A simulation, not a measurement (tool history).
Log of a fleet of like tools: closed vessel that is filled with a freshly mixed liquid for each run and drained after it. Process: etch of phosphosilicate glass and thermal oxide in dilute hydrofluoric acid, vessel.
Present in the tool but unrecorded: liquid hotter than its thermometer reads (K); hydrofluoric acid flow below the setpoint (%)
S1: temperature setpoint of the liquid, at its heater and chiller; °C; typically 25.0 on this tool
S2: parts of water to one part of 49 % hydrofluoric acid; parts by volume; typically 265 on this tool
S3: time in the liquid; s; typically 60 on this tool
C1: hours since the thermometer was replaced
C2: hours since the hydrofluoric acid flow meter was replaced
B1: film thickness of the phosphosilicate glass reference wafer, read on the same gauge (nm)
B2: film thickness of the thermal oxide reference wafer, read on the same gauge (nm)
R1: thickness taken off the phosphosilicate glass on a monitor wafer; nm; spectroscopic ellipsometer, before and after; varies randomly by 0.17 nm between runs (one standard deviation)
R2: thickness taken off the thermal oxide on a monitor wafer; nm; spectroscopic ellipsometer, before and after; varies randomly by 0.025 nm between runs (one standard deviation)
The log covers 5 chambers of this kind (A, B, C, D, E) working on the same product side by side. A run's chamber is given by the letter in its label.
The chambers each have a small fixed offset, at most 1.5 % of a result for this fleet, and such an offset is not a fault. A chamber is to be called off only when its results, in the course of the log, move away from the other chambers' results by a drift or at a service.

Run 1E, hour 8.9: usual settings; C1 586.2; C2 197.5; B1 150.00; B2 40.019. Result: R1 16.558 nm, R2 0.88852 nm.
Run 2B, hour 20.8: usual settings; C1 92.2; C2 820.7; B1 150.02; B2 39.975. Result: R1 17.268 nm, R2 0.86580 nm.
Run 3D, hour 31.4: usual settings; C1 266.3; C2 517.5; B1 150.00; B2 39.990. Result: R1 16.774 nm, R2 0.92706 nm.
Run 4C, hour 39.2: usual settings; C1 2248.7; C2 319.8; B1 150.03; B2 40.004. Result: R1 17.087 nm, R2 0.90959 nm.
Run 5A, hour 50.1: usual settings but S3 90 s; C1 132.4; C2 561.9; B1 149.99; B2 39.983. Result: R1 24.594 nm, R2 1.43510 nm.
Run 6D, hour 63.0: usual settings but S3 90 s; C1 297.9; C2 549.1; B1 150.00; B2 39.976. Result: R1 25.417 nm, R2 1.37260 nm.
Run 7B, hour 77.5: usual settings but S3 90 s; C1 148.9; C2 877.4; B1 150.02; B2 40.001. Result: R1 25.343 nm, R2 1.35090 nm.
Run 8E, hour 90.8: usual settings but S3 90 s; C1 668.1; C2 279.4; B1 149.99; B2 39.984. Result: R1 24.932 nm, R2 1.41360 nm.
Run 9C, hour 101.4: usual settings but S3 90 s; C1 2310.9; C2 382.0; B1 149.99; B2 39.980. Result: R1 25.566 nm, R2 1.30080 nm.
Run 10A, hour 110.8: usual settings; C1 193.1; C2 622.6; B1 150.00; B2 40.011. Result: R1 17.077 nm, R2 0.91383 nm.
Run 11E, hour 122.6: usual settings; C1 699.9; C2 311.2; B1 150.01; B2 40.024. Result: R1 16.600 nm, R2 0.92055 nm.
Run 12B, hour 133.6: usual settings but S3 45 s; C1 205.0; C2 933.5; B1 150.00; B2 39.996. Result: R1 12.822 nm, R2 0.67472 nm.
Run 13D, hour 142.1: usual settings but S3 45 s; C1 377.0; C2 628.2; B1 149.99; B2 40.011. Result: R1 12.637 nm, R2 0.68285 nm.
At hour 143.6: chamber B: hydrofluoric acid flow meter replaced.
Run 14C, hour 150.3: usual settings but S3 45 s; C1 2359.8; C2 430.9; B1 149.99; B2 39.986. Result: R1 12.804 nm, R2 0.67178 nm.
Run 15A, hour 161.1: usual settings but S3 45 s; C1 243.4; C2 672.9; B1 150.01; B2 40.011. Result: R1 12.455 nm, R2 0.65677 nm.
Run 16C, hour 169.5: usual settings but S3 45 s; C1 2379.0; C2 450.1; B1 149.99; B2 40.021. Result: R1 12.643 nm, R2 0.71231 nm.
Run 17B, hour 183.4: usual settings; C1 254.8; C2 39.8; B1 149.98; B2 39.994. Result: R1 16.860 nm, R2 0.95376 nm.
At hour 186.9: chamber D: hydrofluoric acid flow meter replaced.
Run 18E, hour 197.4: usual settings but S2 350 parts by volume; C1 774.7; C2 386.0; B1 149.95; B2 40.006. Result: R1 11.691 nm, R2 0.61979 nm.
Run 19D, hour 206.1: usual settings but S2 350 parts by volume; C1 441.0; C2 19.3; B1 150.02; B2 39.994. Result: R1 11.570 nm, R2 0.63595 nm.
At hour 207.8: chamber E: thermometer replaced.
Run 20A, hour 212.8: usual settings but S2 350 parts by volume; C1 295.1; C2 724.6; B1 149.99; B2 39.989. Result: R1 11.623 nm, R2 0.64396 nm.
Run 21B, hour 222.7: usual settings but S2 350 parts by volume; C1 294.1; C2 79.1; B1 150.01; B2 39.996. Result: R1 11.770 nm, R2 0.60605 nm.
At hour 228.7: chamber C: hydrofluoric acid flow meter replaced.
Run 22D, hour 232.5: usual settings but S2 350 parts by volume; C1 467.4; C2 45.7; B1 149.99; B2 39.994. Result: R1 11.840 nm, R2 0.60609 nm.
Run 23A, hour 240.9: usual settings; C1 323.2; C2 752.7; B1 150.00; B2 40.002. Result: R1 16.561 nm, R2 0.94406 nm.
Run 24E, hour 252.9: usual settings but S1 29.5 °C, S3 35 s; C1 45.1; C2 441.5; B1 149.99; B2 39.994. Result: R1 11.355 nm, R2 0.62115 nm.
Run 25C, hour 267.5: usual settings but S1 29.5 °C, S3 35 s; C1 2477.0; C2 38.8; B1 149.97; B2 40.012. Result: R1 11.409 nm, R2 0.63387 nm.
Run 26E, hour 274.2: usual settings but S1 29.5 °C, S3 35 s; C1 66.4; C2 462.8; B1 149.97; B2 39.981. Result: R1 11.528 nm, R2 0.61991 nm.
Run 27A, hour 281.9: usual settings but S1 29.5 °C, S3 35 s; C1 364.2; C2 793.7; B1 150.03; B2 40.004. Result: R1 11.507 nm, R2 0.64410 nm.
Run 28C, hour 294.0: usual settings but S1 29.5 °C, S3 35 s; C1 2503.5; C2 65.3; B1 149.99; B2 40.009. Result: R1 11.500 nm, R2 0.61456 nm.
Run 29D, hour 300.8: usual settings; C1 535.7; C2 114.0; B1 150.01; B2 39.972. Result: R1 16.692 nm, R2 0.97206 nm.
Run 30B, hour 315.7: usual settings; C1 387.1; C2 172.1; B1 149.98; B2 40.019. Result: R1 17.143 nm, R2 0.92082 nm.
Run 31B, hour 330.2: usual settings; C1 401.6; C2 186.6; B1 150.02; B2 39.994. Result: R1 17.094 nm, R2 0.92242 nm.
Run 32A, hour 339.0: usual settings; C1 421.3; C2 850.8; B1 150.00; B2 40.002. Result: R1 16.670 nm, R2 0.91643 nm.
Run 33C, hour 346.2: usual settings; C1 2555.7; C2 117.5; B1 150.01; B2 39.980. Result: R1 17.206 nm, R2 0.87867 nm.
Run 34D, hour 359.0: usual settings; C1 593.9; C2 172.2; B1 150.02; B2 40.014. Result: R1 16.934 nm, R2 0.85744 nm.
Run 35E, hour 366.6: usual settings; C1 158.8; C2 555.2; B1 149.99; B2 40.012. Result: R1 16.840 nm, R2 0.91353 nm.
Run 36A, hour 374.4: usual settings; C1 456.7; C2 886.2; B1 150.02; B2 39.974. Result: R1 16.974 nm, R2 0.96009 nm.
Run 37C, hour 389.2: usual settings; C1 2598.7; C2 160.5; B1 150.00; B2 40.010. Result: R1 16.747 nm, R2 0.93866 nm.
Run 38E, hour 403.8: usual settings but S1 28.0 °C; C1 196.0; C2 592.4; B1 150.01; B2 39.995. Result: R1 18.761 nm, R2 1.02610 nm.
Run 39D, hour 416.2: usual settings but S1 28.0 °C; C1 651.1; C2 229.4; B1 149.99; B2 40.026. Result: R1 18.253 nm, R2 0.98565 nm.
Run 40B, hour 428.7: usual settings but S1 28.0 °C; C1 500.1; C2 285.1; B1 149.98; B2 40.025. Result: R1 19.287 nm, R2 1.02520 nm.
Run 41A, hour 443.7: usual settings but S1 28.0 °C; C1 526.0; C2 955.5; B1 150.02; B2 40.003. Result: R1 18.373 nm, R2 1.00320 nm.
Run 42B, hour 452.5: usual settings but S1 28.0 °C; C1 523.9; C2 308.9; B1 149.99; B2 40.004. Result: R1 18.893 nm, R2 0.96651 nm.
Run 43E, hour 460.3: usual settings; C1 252.5; C2 648.9; B1 149.98; B2 39.993. Result: R1 16.890 nm, R2 0.92501 nm.
Run 44D, hour 469.5: usual settings but S1 22.5 °C, S3 30 s; C1 704.4; C2 282.7; B1 150.01; B2 39.996. Result: R1 7.750 nm, R2 0.43836 nm.

Has any chamber moved away from the others, gradually or after a service, or does the common gauge drift, or do the chambers differ only by their own small steady offsets? State the chamber and the most likely cause if one applies.

No chamber stands off beyond its own small offset, and the gauge holds steady.

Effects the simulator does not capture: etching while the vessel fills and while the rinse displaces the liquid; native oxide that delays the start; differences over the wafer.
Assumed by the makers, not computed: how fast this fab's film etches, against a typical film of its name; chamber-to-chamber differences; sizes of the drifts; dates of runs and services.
